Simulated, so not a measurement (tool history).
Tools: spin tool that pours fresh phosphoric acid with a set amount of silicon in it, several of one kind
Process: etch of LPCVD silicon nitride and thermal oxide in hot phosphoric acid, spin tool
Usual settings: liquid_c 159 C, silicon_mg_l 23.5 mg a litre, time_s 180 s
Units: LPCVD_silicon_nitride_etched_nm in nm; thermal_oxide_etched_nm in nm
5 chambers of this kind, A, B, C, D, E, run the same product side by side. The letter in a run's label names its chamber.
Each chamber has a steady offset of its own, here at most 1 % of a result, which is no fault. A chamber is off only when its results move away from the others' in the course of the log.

run   hour  liquid_c  silicon_mg_l  time_s  hours since the thermometer was replaced  hours since the dissolved silicon flow meter was replaced  hours since the heated supply line was repaired  read-back film thickness of the LPCVD silicon nitride reference wafer, read on the same gauge (nm)  read-back film thickness of the thermal oxide reference wafer, read on the same gauge (nm)  LPCVD_silicon_nitride_etched_nm  thermal_oxide_etched_nm
 1D    9.2       159          23.5     180                                     857.1                                                      426.2                                            290.5                                                                                              150.01                                                                                      129.98                           15.033                  0.29773
 2E   20.3       159          23.5     180                                     505.8                                                      448.8                                            865.9                                                                                                 150                                                                                      130.04                           15.174                  0.27018
 3A   25.5       159          23.5     180                                    1376.6                                                      311.4                                           1544.9                                                                                              150.02                                                                                      129.98                           15.375                  0.31304
 4B   30.9       159          23.5     180                                     230.4                                                     1128.5                                           1853.4                                                                                              150.02                                                                                      129.96                           15.075                   0.2628
 5C   40.6       159          23.5     180                                     739.1                                                      318.7                                           2131.2                                                                                              150.03                                                                                      129.98                           15.004                  0.29285
 6B   51.7       159          23.5     180                                     251.2                                                     1149.3                                           1874.2                                                                                              150.01                                                                                         130                           15.128                   0.3449
 7E   60.3       159          23.5     180                                     545.8                                                      488.8                                            905.9                                                                                              149.97                                                                                      130.02                            14.97                  0.29506
 8C   70.9       159          23.5     180                                     769.4                                                        349                                           2161.5                                                                                              149.99                                                                                      130.02                           14.954                  0.25629
 9D   76.8       159          23.5     180                                     924.7                                                      493.8                                            358.1                                                                                              149.99                                                                                      129.99                           15.204                  0.33502
10A   83.9       159          23.5     180                                      1435                                                      369.8                                           1603.3                                                                                              150.02                                                                                      130.01                           15.187                  0.26573
11D   90.9       159          23.5     180                                     938.8                                                      507.9                                            372.2                                                                                              149.97                                                                                      130.01                            15.08                  0.29898
12A  101.9       159          23.5     180                                      1453                                                      387.8                                           1621.3                                                                                              150.02                                                                                         130                           14.936                  0.33328
13C  111.2       159          23.5     180                                     809.7                                                      389.3                                           2201.8                                                                                              150.01                                                                                      130.01                           14.996                  0.30476
14B  121.8       159          23.5     180                                     321.3                                                     1219.4                                           1944.3                                                                                                 150                                                                                         130                           14.739                  0.27556
15E    133       159          23.5     180                                     618.5                                                      561.5                                            978.6                                                                                              149.99                                                                                      129.96                           15.354                  0.30724
16D  144.4       159          23.5     180                                     992.3                                                      561.4                                            425.7                                                                                              150.01                                                                                      130.01                           15.212                  0.33471
     150.9  -- chamber B: dissolved silicon flow meter replaced
17C  155.5       159          23.5     180                                       854                                                      433.6                                           2246.1                                                                                              150.03                                                                                         130                           15.114                  0.25211
18B    164       159          23.5     180                                     363.5                                                       13.1                                           1986.5                                                                                              150.01                                                                                      129.99                           14.405                   0.3034
19A  174.2       159            39     180                                    1525.3                                                      460.1                                           1693.6                                                                                              150.03                                                                                      129.98                           15.038                  0.16741
20E  180.3       159            39     180                                     665.8                                                      608.8                                           1025.9                                                                                              149.99                                                                                      129.98                           15.147                  0.10515
21B  187.4       159            39     180                                     386.9                                                       36.5                                           2009.9                                                                                              149.97                                                                                      129.99                           14.178                  0.13788
22C  198.3       159            39     180                                     896.8                                                      476.4                                           2288.9                                                                                              149.95                                                                                      129.99                           14.909                  0.13738
23A  204.9       159            39     180                                      1556                                                      490.8                                           1724.3                                                                                              149.98                                                                                      129.99                           14.827                  0.16389
24E  215.3       159          23.5     180                                     700.8                                                      643.8                                           1060.9                                                                                              149.98                                                                                         130                           14.983                  0.25865
25D  224.6       159          23.5     180                                    1072.5                                                      641.6                                            505.9                                                                                              150.02                                                                                      129.97                           15.156                  0.21446
26C  233.3       159          23.5     180                                     931.8                                                      511.4                                           2323.9                                                                                              149.98                                                                                         130                           14.929                  0.32397
27D  243.3       159            16     180                                    1091.2                                                      660.3                                            524.6                                                                                                 150                                                                                      129.98                            15.11                  0.36658
28B  250.6       159            16     180                                     450.1                                                       99.7                                           2073.1                                                                                              149.95                                                                                      129.98                           13.957                  0.30818
29A  257.8       159            16     180                                    1608.9                                                      543.7                                           1777.2                                                                                                 150                                                                                         130                           15.043                   0.3677
30E  267.1       159            16     180                                     752.6                                                      695.6                                           1112.7                                                                                              150.04                                                                                      130.02                           15.101                  0.27166
31E  275.4       159            16     180                                     760.9                                                      703.9                                             1121                                                                                              149.98                                                                                      130.03                           14.918                  0.26837
32B    282       159          23.5     180                                     481.5                                                      131.1                                           2104.5                                                                                              149.99                                                                                      130.04                           13.514                  0.21659

Next, every chamber runs the same settings. What will each give?
33A  290.4       159          23.5     180                                                                                                                                                                                                                                                                                                                                                                                      ?                        ?
33B  290.4       159          23.5     180                                                                                                                                                                                                                                                                                                                                                                                      ?                        ?
33C  290.4       159          23.5     180                                                                                                                                                                                                                                                                                                                                                                                      ?                        ?
33D  290.4       159          23.5     180                                                                                                                                                                                                                                                                                                                                                                                      ?                        ?
33E  290.4       159          23.5     180                                                                                                                                                                                                                                                                                                                                                                                      ?                        ?

run  LPCVD_silicon_nitride_etched_nm  thermal_oxide_etched_nm
33A                           15.334                   0.2501
33B                           13.425                   0.2225
33C                           14.925                  0.22866
33D                           14.814                  0.23811
33E                           14.988                  0.28865

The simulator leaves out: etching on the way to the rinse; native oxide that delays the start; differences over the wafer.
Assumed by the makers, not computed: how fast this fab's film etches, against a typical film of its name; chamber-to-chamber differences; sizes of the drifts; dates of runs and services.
